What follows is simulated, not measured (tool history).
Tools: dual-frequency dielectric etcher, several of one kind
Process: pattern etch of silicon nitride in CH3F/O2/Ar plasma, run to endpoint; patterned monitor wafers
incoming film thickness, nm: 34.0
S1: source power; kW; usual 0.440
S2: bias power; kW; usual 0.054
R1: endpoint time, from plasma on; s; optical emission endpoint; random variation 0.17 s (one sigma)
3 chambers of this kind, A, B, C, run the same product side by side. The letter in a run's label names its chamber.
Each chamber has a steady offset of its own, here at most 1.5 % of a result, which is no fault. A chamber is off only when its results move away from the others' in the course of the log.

run   hour     S1     S2      R1
 1C    3.4  0.440  0.054  51.746
       6.1  -- chamber C: bias power generator calibrated
 2B    7.6  0.440  0.054  51.973
 3A   14.4  0.440  0.054  51.885
      20.0  -- chamber C: source power generator calibrated
 4B   21.0  0.440  0.054  52.017
 5A   27.0  0.440  0.054  51.706
 6C   31.9  0.440  0.054  51.576
      32.2  -- chamber C: wet clean of the chamber
 7C   36.5  0.440  0.054  51.707
 8B   42.8  0.440  0.054  51.722
 9A   47.4  0.440  0.054  52.083
10B   54.5  0.440  0.054  52.002
11A   59.1  0.440  0.054  51.955
12C   62.6  0.440  0.054  51.651
13A   66.9  0.380  0.060  53.085
14C   74.6  0.380  0.060  52.785
15B   79.1  0.380  0.060  53.034
16C   84.1  0.440  0.054  51.568
17A   90.1  0.440  0.054  51.635
18B   94.4  0.440  0.054  51.828
19C   98.2  0.440  0.054  51.558
20B  104.2  0.440  0.054  51.807
21A  108.7  0.440  0.054  51.473
22C  112.2  0.440  0.054  51.487
23A  117.1  0.440  0.054  51.525
24B  122.6  0.440  0.054  52.224
25A  127.2  0.440  0.054  51.062

What goes on in this fleet: one chamber off, a drifting gauge, or nothing beyond the chambers' own small offsets? Name the chamber and the cause, if any.

Chamber A drifts away from the others.
Cause: etch rate over this chamber's usual, % = 1.96.
The log may not tell that from: source power that arrives over what is set, %; bias power that arrives over what is set, %.

Here are 4 candidates for chamber A's next run, each the usual settings with a change, their results left as question marks. Which one brings its results back in line with what the others give on the usual settings?
In line means no further than this from the other chambers' mean on the usual settings: R1 0.580 s
26A-1  132.7  0.440  0.060   ?
26A-2  132.7  0.430  0.053   ?
26A-3  132.7  0.460  0.054   ?
26A-4  132.7  0.420  0.051   ?

The other chambers' mean on the usual settings: R1 51.807 s
  run      R1
26A-1  49.323
26A-2  51.770
26A-3  50.153
26A-4  52.874
26A-2 brings the chamber back in line.

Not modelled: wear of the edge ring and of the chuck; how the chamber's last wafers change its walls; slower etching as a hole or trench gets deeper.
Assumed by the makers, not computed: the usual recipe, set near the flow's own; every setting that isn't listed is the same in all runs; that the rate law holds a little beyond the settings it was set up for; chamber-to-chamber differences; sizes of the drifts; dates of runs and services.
